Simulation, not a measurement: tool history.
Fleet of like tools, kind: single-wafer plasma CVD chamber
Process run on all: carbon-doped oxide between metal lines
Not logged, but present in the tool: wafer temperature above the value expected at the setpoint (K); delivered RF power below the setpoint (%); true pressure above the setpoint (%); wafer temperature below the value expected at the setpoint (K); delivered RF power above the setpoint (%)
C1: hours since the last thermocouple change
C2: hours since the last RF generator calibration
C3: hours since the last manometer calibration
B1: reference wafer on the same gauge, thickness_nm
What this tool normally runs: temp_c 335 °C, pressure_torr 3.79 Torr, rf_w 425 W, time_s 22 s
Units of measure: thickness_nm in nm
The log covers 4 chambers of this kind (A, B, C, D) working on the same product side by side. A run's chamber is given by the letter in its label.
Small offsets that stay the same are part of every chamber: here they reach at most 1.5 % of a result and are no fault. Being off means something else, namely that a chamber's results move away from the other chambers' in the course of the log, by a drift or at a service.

{"run": "1C", "hour": 8.6, "temp_c": 335, "pressure_torr": 3.79, "rf_w": 425, "time_s": 22, "C1": 415.1, "C2": 56.2, "C3": 931.3, "B1": 112.99, "thickness_nm": 102.45}
{"run": "2B", "hour": 24.3, "temp_c": 335, "pressure_torr": 3.79, "rf_w": 425, "time_s": 22, "C1": 1747, "C2": 1663.9, "C3": 359.5, "B1": 112.97, "thickness_nm": 102.7}
{"run": "3D", "hour": 38.8, "temp_c": 335, "pressure_torr": 3.79, "rf_w": 425, "time_s": 22, "C1": 258.4, "C2": 573.4, "C3": 891.5, "B1": 112.96, "thickness_nm": 102.45}
{"run": "4A", "hour": 49.3, "temp_c": 335, "pressure_torr": 3.79, "rf_w": 425, "time_s": 22, "C1": 407.3, "C2": 1065.8, "C3": 419.8, "B1": 112.93, "thickness_nm": 100.55}
{"run": "5A", "hour": 56.8, "temp_c": 335, "pressure_torr": 3.79, "rf_w": 425, "time_s": 22, "C1": 414.8, "C2": 1073.3, "C3": 427.3, "B1": 112.92, "thickness_nm": 100.68}
{"run": "6C", "hour": 67.8, "temp_c": 335, "pressure_torr": 3.79, "rf_w": 425, "time_s": 22, "C1": 474.3, "C2": 115.4, "C3": 990.5, "B1": 112.89, "thickness_nm": 102.46}
{"run": "7D", "hour": 77.0, "temp_c": 335, "pressure_torr": 3.79, "rf_w": 425, "time_s": 22, "C1": 296.6, "C2": 611.6, "C3": 929.7, "B1": 112.91, "thickness_nm": 102.23}
{"run": "8B", "hour": 88.8, "temp_c": 335, "pressure_torr": 3.79, "rf_w": 425, "time_s": 22, "C1": 1811.5, "C2": 1728.4, "C3": 424, "B1": 112.88, "thickness_nm": 102.42}
{"hour": 94.9, "done": "chamber B: RF generator calibrated"}
{"run": "9C", "hour": 102.5, "temp_c": 335, "pressure_torr": 3.79, "rf_w": 425, "time_s": 22, "C1": 509, "C2": 150.1, "C3": 1025.2, "B1": 112.87, "thickness_nm": 102.32}
{"run": "10B", "hour": 117.9, "temp_c": 335, "pressure_torr": 3.79, "rf_w": 425, "time_s": 22, "C1": 1840.6, "C2": 23, "C3": 453.1, "B1": 112.87, "thickness_nm": 102.74}
{"hour": 125.7, "done": "chamber B: thermocouple changed; heater temperature recalibrated"}
{"run": "11A", "hour": 130.9, "temp_c": 335, "pressure_torr": 3.79, "rf_w": 460, "time_s": 24.8, "C1": 488.9, "C2": 1147.4, "C3": 501.4, "B1": 112.83, "thickness_nm": 120.13}
{"run": "12D", "hour": 145.5, "temp_c": 335, "pressure_torr": 3.79, "rf_w": 460, "time_s": 24.8, "C1": 365.1, "C2": 680.1, "C3": 998.2, "B1": 112.75, "thickness_nm": 121.5}
{"run": "13A", "hour": 154.0, "temp_c": 335, "pressure_torr": 3.79, "rf_w": 460, "time_s": 24.8, "C1": 512, "C2": 1170.5, "C3": 524.5, "B1": 112.8, "thickness_nm": 119.84}
{"run": "14C", "hour": 167.2, "temp_c": 335, "pressure_torr": 3.79, "rf_w": 460, "time_s": 24.8, "C1": 573.7, "C2": 214.8, "C3": 1089.9, "B1": 112.78, "thickness_nm": 121.92}
{"run": "15D", "hour": 176.0, "temp_c": 335, "pressure_torr": 3.79, "rf_w": 425, "time_s": 22, "C1": 395.6, "C2": 710.6, "C3": 1028.7, "B1": 112.77, "thickness_nm": 102.08}
{"hour": 180.4, "done": "chamber A: RF generator calibrated"}
{"run": "16B", "hour": 187.0, "temp_c": 335, "pressure_torr": 3.79, "rf_w": 425, "time_s": 22, "C1": 61.4, "C2": 92.1, "C3": 522.2, "B1": 112.73, "thickness_nm": 102.48}
{"run": "17C", "hour": 198.1, "temp_c": 335, "pressure_torr": 3.79, "rf_w": 425, "time_s": 22, "C1": 604.6, "C2": 245.7, "C3": 1120.8, "B1": 112.7, "thickness_nm": 102.5}
{"run": "18A", "hour": 212.3, "temp_c": 335, "pressure_torr": 3.79, "rf_w": 425, "time_s": 22, "C1": 570.3, "C2": 32, "C3": 582.8, "B1": 112.69, "thickness_nm": 100.49}
{"run": "19B", "hour": 225.6, "temp_c": 335, "pressure_torr": 3.79, "rf_w": 425, "time_s": 22, "C1": 100, "C2": 130.7, "C3": 560.8, "B1": 112.69, "thickness_nm": 102.18}
{"run": "20D", "hour": 236.1, "temp_c": 335, "pressure_torr": 3.79, "rf_w": 425, "time_s": 22, "C1": 455.7, "C2": 770.7, "C3": 1088.8, "B1": 112.65, "thickness_nm": 102.07}
{"run": "21D", "hour": 248.4, "temp_c": 335, "pressure_torr": 3.79, "rf_w": 425, "time_s": 22, "C1": 468, "C2": 783, "C3": 1101.1, "B1": 112.6, "thickness_nm": 102.34}
{"run": "22C", "hour": 264.2, "temp_c": 323, "pressure_torr": 3.79, "rf_w": 455, "time_s": 22, "C1": 670.7, "C2": 311.8, "C3": 1186.9, "B1": 112.61, "thickness_nm": 111.95}
{"run": "23B", "hour": 274.3, "temp_c": 323, "pressure_torr": 3.79, "rf_w": 455, "time_s": 22, "C1": 148.7, "C2": 179.4, "C3": 609.5, "B1": 112.66, "thickness_nm": 112.5}
{"run": "24A", "hour": 284.7, "temp_c": 323, "pressure_torr": 3.79, "rf_w": 455, "time_s": 22, "C1": 642.7, "C2": 104.4, "C3": 655.2, "B1": 112.57, "thickness_nm": 110.26}
{"run": "25C", "hour": 292.0, "temp_c": 323, "pressure_torr": 3.79, "rf_w": 455, "time_s": 22, "C1": 698.5, "C2": 339.6, "C3": 1214.7, "B1": 112.56, "thickness_nm": 111.88}
{"run": "26D", "hour": 307.8, "temp_c": 335, "pressure_torr": 3.79, "rf_w": 425, "time_s": 22, "C1": 527.4, "C2": 842.4, "C3": 1160.5, "B1": 112.61, "thickness_nm": 102.13}
{"run": "27B", "hour": 316.6, "temp_c": 335, "pressure_torr": 3.23, "rf_w": 425, "time_s": 23.9, "C1": 191, "C2": 221.7, "C3": 651.8, "B1": 112.54, "thickness_nm": 109.05}
{"run": "28A", "hour": 330.7, "temp_c": 335, "pressure_torr": 3.23, "rf_w": 425, "time_s": 23.9, "C1": 688.7, "C2": 150.4, "C3": 701.2, "B1": 112.51, "thickness_nm": 107.07}
{"run": "29B", "hour": 341.7, "temp_c": 335, "pressure_torr": 3.23, "rf_w": 425, "time_s": 23.9, "C1": 216.1, "C2": 246.8, "C3": 676.9, "B1": 112.53, "thickness_nm": 108.91}
{"run": "30D", "hour": 357.1, "temp_c": 335, "pressure_torr": 3.23, "rf_w": 425, "time_s": 23.9, "C1": 576.7, "C2": 891.7, "C3": 1209.8, "B1": 112.5, "thickness_nm": 108.68}
{"run": "31A", "hour": 368.4, "temp_c": 335, "pressure_torr": 3.79, "rf_w": 425, "time_s": 22, "C1": 726.4, "C2": 188.1, "C3": 738.9, "B1": 112.46, "thickness_nm": 100.44}
{"run": "32C", "hour": 375.7, "temp_c": 335, "pressure_torr": 3.79, "rf_w": 465, "time_s": 18.6, "C1": 782.2, "C2": 423.3, "C3": 1298.4, "B1": 112.45, "thickness_nm": 92.22}
{"run": "33D", "hour": 388.0, "temp_c": 335, "pressure_torr": 3.79, "rf_w": 465, "time_s": 18.6, "C1": 607.6, "C2": 922.6, "C3": 1240.7, "B1": 112.42, "thickness_nm": 92.05}
{"run": "34B", "hour": 401.8, "temp_c": 335, "pressure_torr": 3.79, "rf_w": 465, "time_s": 18.6, "C1": 276.2, "C2": 306.9, "C3": 737, "B1": 112.42, "thickness_nm": 92.272}
{"run": "35A", "hour": 410.8, "temp_c": 335, "pressure_torr": 3.79, "rf_w": 465, "time_s": 18.6, "C1": 768.8, "C2": 230.5, "C3": 781.3, "B1": 112.45, "thickness_nm": 90.952}
{"run": "36C", "hour": 423.7, "temp_c": 325, "pressure_torr": 3.79, "rf_w": 425, "time_s": 22, "C1": 830.2, "C2": 471.3, "C3": 1346.4, "B1": 112.38, "thickness_nm": 105.57}
{"run": "37A", "hour": 437.8, "temp_c": 325, "pressure_torr": 3.79, "rf_w": 425, "time_s": 22, "C1": 795.8, "C2": 257.5, "C3": 808.3, "B1": 112.38, "thickness_nm": 103.91}
{"run": "38B", "hour": 451.6, "temp_c": 325, "pressure_torr": 3.79, "rf_w": 425, "time_s": 22, "C1": 326, "C2": 356.7, "C3": 786.8, "B1": 112.4, "thickness_nm": 105.88}
{"run": "39C", "hour": 461.2, "temp_c": 325, "pressure_torr": 3.79, "rf_w": 425, "time_s": 22, "C1": 867.7, "C2": 508.8, "C3": 1383.9, "B1": 112.37, "thickness_nm": 105.42}

All 4 chambers run these settings next. Forecast each chamber's results:
{"run": "40A", "hour": 472.7, "temp_c": 343, "pressure_torr": 3.79, "rf_w": 425, "time_s": 22, "thickness_nm": "?"}
{"run": "40B", "hour": 472.7, "temp_c": 343, "pressure_torr": 3.79, "rf_w": 425, "time_s": 22, "thickness_nm": "?"}
{"run": "40C", "hour": 472.7, "temp_c": 343, "pressure_torr": 3.79, "rf_w": 425, "time_s": 22, "thickness_nm": "?"}
{"run": "40D", "hour": 472.7, "temp_c": 343, "pressure_torr": 3.79, "rf_w": 425, "time_s": 22, "thickness_nm": "?"}

run=40A thickness_nm=97.712
run=40B thickness_nm=99.572
run=40C thickness_nm=99.182
run=40D thickness_nm=99.161
